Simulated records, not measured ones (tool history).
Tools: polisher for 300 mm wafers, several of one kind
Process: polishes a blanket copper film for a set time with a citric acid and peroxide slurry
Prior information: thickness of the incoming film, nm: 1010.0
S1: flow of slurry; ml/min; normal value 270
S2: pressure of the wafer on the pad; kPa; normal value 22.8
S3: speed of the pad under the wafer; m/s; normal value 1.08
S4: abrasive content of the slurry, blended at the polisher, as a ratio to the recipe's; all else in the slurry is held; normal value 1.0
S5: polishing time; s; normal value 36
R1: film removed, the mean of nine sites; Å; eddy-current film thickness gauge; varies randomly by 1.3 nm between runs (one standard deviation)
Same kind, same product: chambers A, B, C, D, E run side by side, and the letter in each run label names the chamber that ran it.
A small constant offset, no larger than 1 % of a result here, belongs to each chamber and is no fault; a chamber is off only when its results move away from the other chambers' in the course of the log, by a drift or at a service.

run,hour,S1,S2,S3,S4,S5,R1
1A,7.4,270,22.8,1.08,1.0,36,916.53
# hour 11.9: chamber D: worn pad replaced by a new one
2D,14.8,270,22.8,1.08,1.0,36,918.52
3B,19.8,270,22.8,1.08,1.0,36,925.41
# hour 24.9: chamber A: worn pad replaced by a new one
# hour 27.2: chamber E: worn pad replaced by a new one
4C,27.9,270,22.8,1.08,1.0,36,942.07
5E,32.8,270,22.8,1.08,1.0,27,707.56
# hour 34.6: chamber B: worn pad replaced by a new one
6E,40.5,270,22.8,1.08,1.0,27,692.81
# hour 44.8: chamber D: slurry nozzle cleaned
7C,44.8,270,22.8,1.08,1.0,27,675.28
# hour 45.1: chamber B: slurry nozzle cleaned
8D,52.9,270,22.8,1.08,1.0,27,692.47
9A,60.7,270,22.8,1.08,1.0,27,698.66
# hour 62.2: chamber A: slurry blender recalibrated
10B,65.0,270,22.8,1.08,1.0,36,916.23
# hour 71.1: chamber A: worn pad replaced by a new one
11A,71.8,270,22.8,1.08,1.0,36,950.09
# hour 74.7: chamber C: worn pad replaced by a new one
12E,77.2,270,22.8,1.08,1.0,45,1164.00
# hour 78.7: chamber E: worn pad replaced by a new one
13D,86.0,270,22.8,1.08,1.0,45,1163.10
14B,94.2,270,22.8,1.08,1.0,45,1158.00
15C,99.9,270,22.8,1.08,1.0,45,1127.00
16B,108.9,270,22.8,1.08,1.0,45,1160.50
17E,113.9,270,22.8,1.08,1.0,36,907.88
18C,118.5,270,22.8,1.08,1.0,36,934.12
# hour 121.6: chamber D: head pressure recalibrated
# hour 121.6: chamber E: worn pad replaced by a new one
# hour 125.5: chamber A: worn pad replaced by a new one
19D,126.7,270,17.9,1.08,1.1,36,816.19
# hour 127.9: chamber E: slurry nozzle cleaned
# hour 128.1: chamber B: worn pad replaced by a new one
20A,131.5,270,17.9,1.08,1.1,36,746.86
21E,139.7,270,17.9,1.08,1.1,36,746.28
22D,144.1,270,17.9,1.08,1.1,36,825.96
# hour 144.5: chamber D: worn pad replaced by a new one
23A,153.0,270,17.9,1.08,1.1,36,734.45
24C,158.8,270,22.8,1.08,1.0,36,899.99
25B,167.3,270,22.8,1.08,1.0,36,915.39
# hour 170.3: chamber A: worn pad replaced by a new one
26C,171.8,270,22.8,1.08,1.0,36,928.54
# hour 175.3: chamber E: worn pad replaced by a new one
27E,177.9,270,22.8,1.08,1.0,36,916.78
28D,185.5,270,22.8,1.08,1.0,36,1008.90
29A,192.6,270,22.8,1.08,1.0,36,914.11
30B,201.0,270,22.8,1.08,1.0,36,935.47

Predict what each chamber gives when all 5 of them run the settings below next.
31A,207.8,270,17.9,1.08,1.0,36,?
31B,207.8,270,17.9,1.08,1.0,36,?
31C,207.8,270,17.9,1.08,1.0,36,?
31D,207.8,270,17.9,1.08,1.0,36,?
31E,207.8,270,17.9,1.08,1.0,36,?

run,R1
31A,734.65
31B,715.61
31C,728.55
31D,796.92
31E,733.08
